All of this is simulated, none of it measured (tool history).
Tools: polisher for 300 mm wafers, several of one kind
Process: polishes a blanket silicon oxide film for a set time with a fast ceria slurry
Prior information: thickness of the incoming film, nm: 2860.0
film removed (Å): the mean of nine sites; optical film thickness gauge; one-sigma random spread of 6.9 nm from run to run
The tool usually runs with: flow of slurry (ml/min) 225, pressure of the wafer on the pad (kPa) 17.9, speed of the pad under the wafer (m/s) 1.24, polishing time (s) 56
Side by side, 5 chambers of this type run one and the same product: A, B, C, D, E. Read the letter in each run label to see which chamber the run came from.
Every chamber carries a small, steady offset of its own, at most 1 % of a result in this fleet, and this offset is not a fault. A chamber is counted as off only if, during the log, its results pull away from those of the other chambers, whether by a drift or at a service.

run,day,flow of slurry (ml/min),pressure of the wafer on the pad (kPa),speed of the pad under the wafer (m/s),polishing time (s),wafers polished on this pad,hours since the slurry nozzle was cleaned,hours since the head pressure was calibrated,film removed (Å)
# day 0.229: chamber B: worn pad replaced by a new one
1A,0.554,225,17.9,1.24,56,277,119.6,164.9,9956.6
# day 0.612: chamber C: slurry nozzle cleaned
2E,0.896,225,17.9,1.24,56,206,234.6,199.8,10021.0
3D,1.425,225,17.9,1.24,56,848,70.3,306.7,10119.0
4B,1.821,225,17.9,1.24,56,242,619.8,228.0,10010.0
# day 1.846: chamber B: slurry nozzle cleaned
5C,2.146,225,17.9,1.24,56,619,36.9,414.7,10066.0
# day 2.358: chamber E: slurry nozzle cleaned
6A,2.546,225,17.9,1.08,56,580,167.4,212.7,8576.2
7D,2.925,225,17.9,1.08,56,1076,106.3,342.7,8802.5
8E,3.442,225,17.9,1.08,56,593,26.1,260.9,8652.0
9B,3.746,225,17.9,1.08,56,536,45.6,274.2,8593.6
# day 3.767: chamber B: worn pad replaced by a new one
10C,4.008,225,17.9,1.08,56,903,81.6,459.4,8758.9
# day 4.192: chamber D: worn pad replaced by a new one
11C,4.450,225,17.9,1.24,56,970,92.2,470.0,9830.3
12A,4.912,225,17.9,1.24,56,941,224.2,269.5,9862.9
# day 5.142: chamber E: worn pad replaced by a new one
13D,5.396,225,17.9,1.24,56,183,165.6,402.0,10128.0
# day 5.629: chamber A: worn pad replaced by a new one
14E,5.954,225,17.9,1.24,56,124,86.4,321.2,10016.0
# day 5.975: chamber C: worn pad replaced by a new one
15B,6.483,225,17.9,1.24,56,414,111.3,339.9,9823.4
16E,7.062,265,13.8,1.24,56,292,113.0,347.8,7806.6
# day 7.204: chamber A: slurry nozzle cleaned
17A,7.404,265,13.8,1.24,56,270,4.9,329.3,7645.3
18B,7.838,265,13.8,1.24,56,620,143.8,372.4,7699.9
# day 7.992: chamber B: worn pad replaced by a new one
19D,8.242,265,13.8,1.24,56,617,233.9,470.3,7855.7
20C,8.550,265,13.8,1.24,56,392,190.6,568.4,7839.7
21C,8.996,290,17.9,1.24,44,460,201.3,579.1,8106.7
22E,9.258,290,17.9,1.24,44,627,165.7,400.5,8100.7
23D,9.571,290,17.9,1.24,44,820,265.8,502.2,8152.2
24A,9.938,290,17.9,1.24,44,656,65.7,390.1,8051.7
# day 9.950: chamber C: head pressure recalibrated
25B,10.525,290,17.9,1.24,44,386,208.3,436.9,7933.0
26E,10.892,225,17.9,1.24,56,876,204.9,439.7,9999.1
27B,11.262,225,17.9,1.24,56,498,226.0,454.6,9767.8
28A,11.621,225,17.9,1.24,56,913,106.1,430.5,9946.7
# day 11.696: chamber B: worn pad replaced by a new one
# day 11.796: chamber E: worn pad replaced by a new one
# day 11.812: chamber E: head pressure recalibrated
29D,12.021,225,17.9,1.24,56,1193,324.6,561.0,10059.0
# day 12.250: chamber E: slurry nozzle cleaned
30C,12.504,225,17.9,1.24,56,995,285.5,61.4,9896.3
# day 12.912: chamber A: worn pad replaced by a new one
31A,12.979,290,17.9,1.24,45,10,138.7,463.1,8192.8
32B,13.312,290,17.9,1.24,45,246,275.2,503.8,8059.5
33E,13.575,290,17.9,1.24,45,271,31.8,42.4,8343.1
34D,14.108,290,17.9,1.24,45,1511,374.7,611.1,8245.5
# day 14.417: chamber C: slurry nozzle cleaned
35C,14.562,290,17.9,1.24,45,1309,3.6,110.8,8206.0
36E,14.950,225,17.9,1.24,56,481,64.8,75.4,10028.0
# day 15.175: chamber D: worn pad replaced by a new one
# day 15.200: chamber B: worn pad replaced by a new one
37A,15.362,225,17.9,1.24,56,373,195.9,520.3,9884.2
38B,15.750,225,17.9,1.24,56,84,333.7,562.3,9790.7
# day 16.112: chamber C: worn pad replaced by a new one
39D,16.171,225,17.9,1.24,56,151,424.2,660.6,10140.0
40C,16.562,225,17.9,1.24,56,68,51.6,158.8,9949.3
41C,17.088,225,17.9,1.24,56,148,64.2,171.4,10021.0
42B,17.396,225,17.9,1.24,56,334,373.2,601.8,9536.9
43D,17.704,225,17.9,1.24,56,385,461.0,697.4,10123.0

The same settings go to every chamber for the next run, one line per chamber below. Forecast the results for each:
44A,18.129,225,17.9,1.24,56,,,,?
44B,18.129,225,17.9,1.24,56,,,,?
44C,18.129,225,17.9,1.24,56,,,,?
44D,18.129,225,17.9,1.24,56,,,,?
44E,18.129,225,17.9,1.24,56,,,,?

run,film removed (Å)
44A,9930.0
44B,9566.1
44C,9848.3
44D,10005.0
44E,9943.2

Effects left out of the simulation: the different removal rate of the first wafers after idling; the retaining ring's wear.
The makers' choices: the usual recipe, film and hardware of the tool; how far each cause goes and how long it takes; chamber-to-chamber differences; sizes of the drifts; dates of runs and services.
